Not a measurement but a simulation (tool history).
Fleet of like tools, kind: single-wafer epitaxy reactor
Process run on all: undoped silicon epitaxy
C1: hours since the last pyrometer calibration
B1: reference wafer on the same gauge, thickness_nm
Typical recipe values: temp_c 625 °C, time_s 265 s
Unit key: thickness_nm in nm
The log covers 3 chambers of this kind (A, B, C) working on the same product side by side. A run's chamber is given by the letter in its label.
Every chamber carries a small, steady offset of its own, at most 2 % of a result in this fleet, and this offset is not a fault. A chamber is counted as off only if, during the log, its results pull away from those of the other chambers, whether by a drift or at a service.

{"run": "1B", "hour": 3.1, "temp_c": 625, "time_s": 265, "C1": 2175.0, "B1": 27.306, "thickness_nm": 24.955}
{"run": "2A", "hour": 5.6, "temp_c": 625, "time_s": 265, "C1": 980.0, "B1": 27.304, "thickness_nm": 25.674}
{"run": "3C", "hour": 7.9, "temp_c": 625, "time_s": 265, "C1": 1311.4, "B1": 27.301, "thickness_nm": 25.166}
{"run": "4C", "hour": 10.4, "temp_c": 625, "time_s": 265, "C1": 1313.9, "B1": 27.304, "thickness_nm": 25.2}
{"run": "5A", "hour": 12.9, "temp_c": 636, "time_s": 234, "C1": 987.3, "B1": 27.292, "thickness_nm": 29.127}
{"run": "6B", "hour": 16.0, "temp_c": 636, "time_s": 234, "C1": 2187.9, "B1": 27.304, "thickness_nm": 28.312}
{"run": "7B", "hour": 20.5, "temp_c": 636, "time_s": 234, "C1": 2192.4, "B1": 27.307, "thickness_nm": 28.327}
{"run": "8A", "hour": 25.2, "temp_c": 625, "time_s": 265, "C1": 999.6, "B1": 27.295, "thickness_nm": 25.794}
{"run": "9C", "hour": 29.1, "temp_c": 625, "time_s": 265, "C1": 1332.6, "B1": 27.297, "thickness_nm": 25.192}
{"run": "10C", "hour": 33.1, "temp_c": 625, "time_s": 265, "C1": 1336.6, "B1": 27.292, "thickness_nm": 25.192}
{"run": "11A", "hour": 35.5, "temp_c": 625, "time_s": 265, "C1": 1009.9, "B1": 27.293, "thickness_nm": 25.68}
{"hour": 36.6, "done": "chamber C: pyrometer calibrated"}
{"run": "12B", "hour": 38.4, "temp_c": 625, "time_s": 265, "C1": 2210.3, "B1": 27.293, "thickness_nm": 25.008}
{"run": "13C", "hour": 42.5, "temp_c": 625, "time_s": 265, "C1": 6.0, "B1": 27.312, "thickness_nm": 24.82}
{"run": "14B", "hour": 45.0, "temp_c": 625, "time_s": 265, "C1": 2216.9, "B1": 27.293, "thickness_nm": 25.105}
{"run": "15A", "hour": 47.8, "temp_c": 625, "time_s": 265, "C1": 1022.2, "B1": 27.286, "thickness_nm": 25.664}
{"run": "16A", "hour": 50.9, "temp_c": 625, "time_s": 265, "C1": 1025.3, "B1": 27.299, "thickness_nm": 25.692}
{"run": "17C", "hour": 55.0, "temp_c": 625, "time_s": 265, "C1": 18.5, "B1": 27.302, "thickness_nm": 24.722}
{"run": "18B", "hour": 58.6, "temp_c": 625, "time_s": 265, "C1": 2230.5, "B1": 27.32, "thickness_nm": 24.985}
{"run": "19A", "hour": 61.9, "temp_c": 620, "time_s": 236, "C1": 1036.3, "B1": 27.291, "thickness_nm": 20.36}
{"run": "20C", "hour": 65.2, "temp_c": 620, "time_s": 236, "C1": 28.7, "B1": 27.307, "thickness_nm": 19.637}
{"run": "21B", "hour": 67.8, "temp_c": 620, "time_s": 236, "C1": 2239.7, "B1": 27.306, "thickness_nm": 19.945}
{"run": "22C", "hour": 72.7, "temp_c": 625, "time_s": 265, "C1": 36.2, "B1": 27.311, "thickness_nm": 24.706}
{"run": "23B", "hour": 75.7, "temp_c": 625, "time_s": 246, "C1": 2247.6, "B1": 27.296, "thickness_nm": 23.225}
{"run": "24A", "hour": 78.6, "temp_c": 625, "time_s": 246, "C1": 1053.0, "B1": 27.306, "thickness_nm": 23.877}
{"run": "25B", "hour": 80.9, "temp_c": 625, "time_s": 246, "C1": 2252.8, "B1": 27.313, "thickness_nm": 23.304}
{"run": "26A", "hour": 83.8, "temp_c": 625, "time_s": 265, "C1": 1058.2, "B1": 27.304, "thickness_nm": 25.726}
{"run": "27C", "hour": 86.7, "temp_c": 638, "time_s": 218, "C1": 50.2, "B1": 27.302, "thickness_nm": 27.2}
{"run": "28A", "hour": 89.4, "temp_c": 638, "time_s": 218, "C1": 1063.8, "B1": 27.294, "thickness_nm": 28.526}
{"run": "29B", "hour": 93.7, "temp_c": 638, "time_s": 218, "C1": 2265.6, "B1": 27.306, "thickness_nm": 27.557}
{"run": "30C", "hour": 97.1, "temp_c": 616, "time_s": 220, "C1": 60.6, "B1": 27.297, "thickness_nm": 16.715}
{"run": "31A", "hour": 100.0, "temp_c": 616, "time_s": 220, "C1": 1074.4, "B1": 27.307, "thickness_nm": 17.328}
{"run": "32C", "hour": 103.3, "temp_c": 616, "time_s": 220, "C1": 66.8, "B1": 27.299, "thickness_nm": 16.671}
{"run": "33B", "hour": 107.3, "temp_c": 625, "time_s": 265, "C1": 2279.2, "B1": 27.302, "thickness_nm": 24.998}

Read the log: is a single chamber off, either drifting away or since a service, is the gauge that measures every chamber drifting, or is nothing wrong beyond small per-chamber offsets? Name any odd chamber and what most likely caused it.

Chamber C has stood off from the others ever since a service on it.
Likeliest cause: wafer temperature below the value expected at the setpoint (K) = 0.844.

Below are 4 candidate recipes for chamber C's next run, each the usual settings with a change, their results shown as question marks. Which of them brings C's results back in line with what the other chambers give on the usual settings?
Allowed miss from the other chambers' usual-settings mean, per result, to count as in line: thickness_nm 0.200 nm
{"run": "34C-1", "hour": 110.7, "temp_c": 625, "time_s": 262, "thickness_nm": "?"}
{"run": "34C-2", "hour": 110.7, "temp_c": 626, "time_s": 265, "thickness_nm": "?"}
{"run": "34C-3", "hour": 110.7, "temp_c": 625, "time_s": 268, "thickness_nm": "?"}
{"run": "34C-4", "hour": 110.7, "temp_c": 624, "time_s": 264, "thickness_nm": "?"}

What the other chambers average on the usual settings: thickness_nm 25.365 nm
run=34C-1 thickness_nm=24.467
run=34C-2 thickness_nm=25.315
run=34C-3 thickness_nm=25.027
run=34C-4 thickness_nm=24.099
Change 34C-2 lands the chamber within the allowed miss of the other chambers.
